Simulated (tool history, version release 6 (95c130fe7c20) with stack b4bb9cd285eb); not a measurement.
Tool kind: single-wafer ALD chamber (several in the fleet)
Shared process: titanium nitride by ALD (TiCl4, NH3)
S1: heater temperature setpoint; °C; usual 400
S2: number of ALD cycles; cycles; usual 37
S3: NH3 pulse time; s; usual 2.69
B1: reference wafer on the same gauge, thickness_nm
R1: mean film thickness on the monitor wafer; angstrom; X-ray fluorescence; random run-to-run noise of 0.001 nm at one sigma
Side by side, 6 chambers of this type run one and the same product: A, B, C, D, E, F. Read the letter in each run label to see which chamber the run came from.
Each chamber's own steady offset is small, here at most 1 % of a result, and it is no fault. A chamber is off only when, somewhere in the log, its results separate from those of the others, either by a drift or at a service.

{"run": "1A", "hour": 6.7, "S1": 400, "S2": 37, "S3": 2.69, "B1": 0.81707, "R1": 8.2729}
{"run": "2E", "hour": 15.2, "S1": 400, "S2": 37, "S3": 2.69, "B1": 0.81674, "R1": 8.2681}
{"run": "3F", "hour": 19.9, "S1": 400, "S2": 37, "S3": 2.69, "B1": 0.81691, "R1": 8.247}
{"run": "4D", "hour": 26.2, "S1": 400, "S2": 37, "S3": 2.69, "B1": 0.81663, "R1": 8.2516}
{"run": "5B", "hour": 36.6, "S1": 400, "S2": 37, "S3": 2.69, "B1": 0.81651, "R1": 8.2591}
{"run": "6C", "hour": 42.2, "S1": 400, "S2": 37, "S3": 2.69, "B1": 0.81649, "R1": 8.1882}
{"run": "7F", "hour": 47.2, "S1": 400, "S2": 37, "S3": 2.69, "B1": 0.81661, "R1": 8.2194}
{"run": "8E", "hour": 57.2, "S1": 400, "S2": 37, "S3": 2.69, "B1": 0.81613, "R1": 8.2682}
{"run": "9B", "hour": 64.6, "S1": 400, "S2": 37, "S3": 2.69, "B1": 0.81597, "R1": 8.2567}
{"run": "10D", "hour": 70.3, "S1": 400, "S2": 37, "S3": 2.69, "B1": 0.81607, "R1": 8.2359}
{"run": "11C", "hour": 77.0, "S1": 400, "S2": 37, "S3": 2.69, "B1": 0.81585, "R1": 8.1865}
{"run": "12A", "hour": 84.7, "S1": 400, "S2": 37, "S3": 2.69, "B1": 0.81575, "R1": 8.2257}
{"run": "13C", "hour": 91.0, "S1": 400, "S2": 37, "S3": 2.69, "B1": 0.81596, "R1": 8.1776}
{"run": "14B", "hour": 98.3, "S1": 400, "S2": 42, "S3": 2.69, "B1": 0.81573, "R1": 9.3597}
{"run": "15E", "hour": 105.1, "S1": 400, "S2": 42, "S3": 2.69, "B1": 0.81563, "R1": 9.378}
{"run": "16A", "hour": 114.7, "S1": 400, "S2": 42, "S3": 2.69, "B1": 0.81544, "R1": 9.3476}
{"run": "17F", "hour": 122.3, "S1": 400, "S2": 42, "S3": 2.69, "B1": 0.81525, "R1": 9.35}
{"run": "18D", "hour": 131.4, "S1": 400, "S2": 42, "S3": 2.69, "B1": 0.81565, "R1": 9.35}
{"run": "19D", "hour": 137.7, "S1": 400, "S2": 42, "S3": 2.69, "B1": 0.81533, "R1": 9.3675}
{"run": "20F", "hour": 147.8, "S1": 400, "S2": 37, "S3": 2.69, "B1": 0.81508, "R1": 8.2343}
{"run": "21C", "hour": 153.8, "S1": 400, "S2": 37, "S3": 2.69, "B1": 0.81497, "R1": 8.1855}
{"run": "22B", "hour": 163.3, "S1": 400, "S2": 37, "S3": 2.69, "B1": 0.81487, "R1": 8.2587}
{"run": "23A", "hour": 173.0, "S1": 400, "S2": 37, "S3": 2.69, "B1": 0.81482, "R1": 8.249}
{"run": "24E", "hour": 179.3, "S1": 400, "S2": 37, "S3": 2.69, "B1": 0.81459, "R1": 8.2293}
{"run": "25B", "hour": 186.3, "S1": 400, "S2": 37, "S3": 2.69, "B1": 0.81476, "R1": 8.2543}
{"run": "26D", "hour": 196.7, "S1": 400, "S2": 37, "S3": 2.69, "B1": 0.81439, "R1": 8.2302}
{"run": "27E", "hour": 202.3, "S1": 400, "S2": 37, "S3": 2.69, "B1": 0.81445, "R1": 8.2621}
{"run": "28C", "hour": 209.1, "S1": 400, "S2": 37, "S3": 2.69, "B1": 0.81425, "R1": 8.1724}
{"run": "29A", "hour": 214.2, "S1": 400, "S2": 37, "S3": 2.69, "B1": 0.8144, "R1": 8.2416}
{"run": "30F", "hour": 221.3, "S1": 400, "S2": 37, "S3": 2.69, "B1": 0.81409, "R1": 8.2252}
{"run": "31B", "hour": 227.7, "S1": 400, "S2": 37, "S3": 2.69, "B1": 0.81422, "R1": 8.2343}
{"run": "32E", "hour": 233.1, "S1": 400, "S2": 37, "S3": 2.69, "B1": 0.81411, "R1": 8.2583}
{"run": "33C", "hour": 237.7, "S1": 400, "S2": 37, "S3": 2.69, "B1": 0.81381, "R1": 8.1593}
{"run": "34A", "hour": 247.4, "S1": 400, "S2": 37, "S3": 2.69, "B1": 0.81396, "R1": 8.2373}
{"run": "35D", "hour": 256.6, "S1": 400, "S2": 37, "S3": 2.69, "B1": 0.81372, "R1": 8.2013}
{"run": "36F", "hour": 265.4, "S1": 400, "S2": 37, "S3": 2.69, "B1": 0.81348, "R1": 8.2139}
{"hour": 270.5, "done": "chamber D: thermocouple changed; heater temperature recalibrated"}
{"run": "37A", "hour": 275.3, "S1": 400, "S2": 37, "S3": 2.69, "B1": 0.81358, "R1": 8.2358}
{"run": "38F", "hour": 284.9, "S1": 400, "S2": 37, "S3": 2.69, "B1": 0.81321, "R1": 8.2069}
{"run": "39C", "hour": 290.7, "S1": 400, "S2": 37, "S3": 2.69, "B1": 0.81351, "R1": 8.1574}
{"run": "40E", "hour": 296.3, "S1": 400, "S2": 37, "S3": 2.69, "B1": 0.81341, "R1": 8.2584}
{"run": "41B", "hour": 305.2, "S1": 400, "S2": 37, "S3": 2.69, "B1": 0.81327, "R1": 8.229}
{"run": "42D", "hour": 314.5, "S1": 400, "S2": 37, "S3": 2.69, "B1": 0.81316, "R1": 8.2265}
{"run": "43D", "hour": 319.4, "S1": 400, "S2": 37, "S3": 2.69, "B1": 0.813, "R1": 8.2138}
{"run": "44A", "hour": 327.7, "S1": 400, "S2": 37, "S3": 2.69, "B1": 0.81283, "R1": 8.2085}

Is one chamber off against the others, does the gauge drift, or is nothing wrong? If a chamber is off, say which, and what the likeliest cause is.

Every chamber seems to shift together because the gauge that measures them all drifts; the chambers themselves are fine.
What lies behind it: gauge reads low (%) = 0.519.
